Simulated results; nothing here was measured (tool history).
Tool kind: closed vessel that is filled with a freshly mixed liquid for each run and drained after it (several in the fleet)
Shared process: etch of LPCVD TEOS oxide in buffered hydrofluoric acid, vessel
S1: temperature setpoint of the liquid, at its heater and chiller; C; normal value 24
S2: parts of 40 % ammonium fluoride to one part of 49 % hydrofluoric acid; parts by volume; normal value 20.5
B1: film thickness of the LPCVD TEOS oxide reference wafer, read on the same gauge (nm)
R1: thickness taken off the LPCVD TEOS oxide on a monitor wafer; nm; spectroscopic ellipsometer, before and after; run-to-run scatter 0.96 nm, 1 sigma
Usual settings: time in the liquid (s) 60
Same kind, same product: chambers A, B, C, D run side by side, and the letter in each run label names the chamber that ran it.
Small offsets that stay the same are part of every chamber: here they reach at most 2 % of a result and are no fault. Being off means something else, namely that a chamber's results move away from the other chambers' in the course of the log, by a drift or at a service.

{"run": "1A", "hour": 8.2, "S1": 24, "S2": 20.5, "time in the liquid (s)": 60, "B1": 90.012, "R1": 105.69}
{"run": "2C", "hour": 14.9, "S1": 24, "S2": 20.5, "time in the liquid (s)": 60, "B1": 89.999, "R1": 104.11}
{"run": "3D", "hour": 18.7, "S1": 24, "S2": 20.5, "time in the liquid (s)": 60, "B1": 89.985, "R1": 103.65}
{"run": "4B", "hour": 23.6, "S1": 24, "S2": 20.5, "time in the liquid (s)": 60, "B1": 89.972, "R1": 104.12}
{"run": "5D", "hour": 28.6, "S1": 24, "S2": 20.5, "time in the liquid (s)": 60, "B1": 90.002, "R1": 103.9}
{"run": "6A", "hour": 36.4, "S1": 24, "S2": 20.5, "time in the liquid (s)": 60, "B1": 89.982, "R1": 105.99}
{"run": "7C", "hour": 44.8, "S1": 24, "S2": 20.5, "time in the liquid (s)": 60, "B1": 89.985, "R1": 103.85}
{"run": "8B", "hour": 51.9, "S1": 24, "S2": 20.5, "time in the liquid (s)": 60, "B1": 89.972, "R1": 104.35}
{"hour": 52.4, "done": "chamber A: thermometer replaced"}
{"run": "9B", "hour": 59.5, "S1": 24, "S2": 20.5, "time in the liquid (s)": 60, "B1": 89.998, "R1": 104.31}
{"run": "10A", "hour": 67.3, "S1": 24, "S2": 20.5, "time in the liquid (s)": 60, "B1": 90.009, "R1": 106.16}
{"run": "11C", "hour": 74.3, "S1": 24, "S2": 20.5, "time in the liquid (s)": 60, "B1": 89.996, "R1": 103.22}
{"run": "12D", "hour": 81.8, "S1": 24, "S2": 20.5, "time in the liquid (s)": 60, "B1": 89.993, "R1": 105.55}
{"run": "13C", "hour": 88.3, "S1": 24, "S2": 20.5, "time in the liquid (s)": 60, "B1": 90.014, "R1": 104.13}
{"run": "14B", "hour": 94.4, "S1": 24, "S2": 20.5, "time in the liquid (s)": 60, "B1": 90.008, "R1": 102.91}
{"hour": 95.0, "done": "chamber B: thermometer replaced"}
{"run": "15D", "hour": 101.8, "S1": 24, "S2": 20.5, "time in the liquid (s)": 60, "B1": 90.02, "R1": 104.57}
{"run": "16A", "hour": 108.9, "S1": 24, "S2": 16, "time in the liquid (s)": 50, "B1": 89.975, "R1": 111.57}
{"run": "17A", "hour": 117.2, "S1": 24, "S2": 16, "time in the liquid (s)": 50, "B1": 90.03, "R1": 112.35}
{"run": "18D", "hour": 125.4, "S1": 24, "S2": 16, "time in the liquid (s)": 50, "B1": 89.99, "R1": 110.57}
{"run": "19B", "hour": 129.8, "S1": 24, "S2": 16, "time in the liquid (s)": 50, "B1": 89.98, "R1": 109.46}
{"run": "20C", "hour": 137.3, "S1": 24, "S2": 20.5, "time in the liquid (s)": 60, "B1": 89.976, "R1": 102.48}
{"run": "21A", "hour": 141.7, "S1": 24, "S2": 20.5, "time in the liquid (s)": 60, "B1": 89.971, "R1": 105.73}
{"run": "22B", "hour": 149.0, "S1": 21, "S2": 20.5, "time in the liquid (s)": 60, "B1": 89.996, "R1": 88.119}
{"run": "23C", "hour": 153.3, "S1": 21, "S2": 20.5, "time in the liquid (s)": 60, "B1": 89.997, "R1": 87.625}
{"run": "24D", "hour": 157.2, "S1": 21, "S2": 20.5, "time in the liquid (s)": 60, "B1": 89.964, "R1": 88.174}
{"hour": 160.7, "done": "chamber C: thermometer replaced"}
{"run": "25C", "hour": 164.9, "S1": 21, "S2": 20.5, "time in the liquid (s)": 60, "B1": 89.992, "R1": 87.416}
{"run": "26B", "hour": 171.3, "S1": 24, "S2": 20.5, "time in the liquid (s)": 60, "B1": 89.985, "R1": 103.45}
{"run": "27A", "hour": 178.0, "S1": 21.5, "S2": 14, "time in the liquid (s)": 60, "B1": 89.986, "R1": 136.15}
{"run": "28D", "hour": 185.1, "S1": 21.5, "S2": 14, "time in the liquid (s)": 60, "B1": 90.036, "R1": 135.54}
{"run": "29A", "hour": 189.2, "S1": 21.5, "S2": 14, "time in the liquid (s)": 60, "B1": 89.972, "R1": 134.83}
{"run": "30B", "hour": 197.4, "S1": 21.5, "S2": 14, "time in the liquid (s)": 60, "B1": 89.974, "R1": 132.44}
{"run": "31D", "hour": 204.9, "S1": 24, "S2": 20.5, "time in the liquid (s)": 60, "B1": 89.969, "R1": 104.55}
{"run": "32C", "hour": 209.7, "S1": 24, "S2": 20.5, "time in the liquid (s)": 60, "B1": 90.026, "R1": 104.92}
{"run": "33D", "hour": 216.3, "S1": 20, "S2": 25.5, "time in the liquid (s)": 60, "B1": 89.974, "R1": 71.967}
{"run": "34A", "hour": 222.7, "S1": 20, "S2": 25.5, "time in the liquid (s)": 60, "B1": 90.046, "R1": 71.803}
{"run": "35B", "hour": 226.4, "S1": 20, "S2": 25.5, "time in the liquid (s)": 60, "B1": 90.016, "R1": 71.092}
{"run": "36C", "hour": 231.4, "S1": 20, "S2": 25.5, "time in the liquid (s)": 60, "B1": 90.042, "R1": 70.556}
{"run": "37C", "hour": 237.4, "S1": 24, "S2": 20.5, "time in the liquid (s)": 60, "B1": 89.984, "R1": 103.87}
{"run": "38D", "hour": 245.4, "S1": 24, "S2": 20.5, "time in the liquid (s)": 60, "B1": 90.014, "R1": 104.79}

Next, all 4 chambers run the settings below, one line each with question marks for the results. What does each chamber give?
{"run": "39A", "hour": 251.4, "S1": 24, "S2": 28, "time in the liquid (s)": 60, "R1": "?"}
{"run": "39B", "hour": 251.4, "S1": 24, "S2": 28, "time in the liquid (s)": 60, "R1": "?"}
{"run": "39C", "hour": 251.4, "S1": 24, "S2": 28, "time in the liquid (s)": 60, "R1": "?"}
{"run": "39D", "hour": 251.4, "S1": 24, "S2": 28, "time in the liquid (s)": 60, "R1": "?"}

run=39A R1=85.579
run=39B R1=84.154
run=39C R1=83.767
run=39D R1=83.471
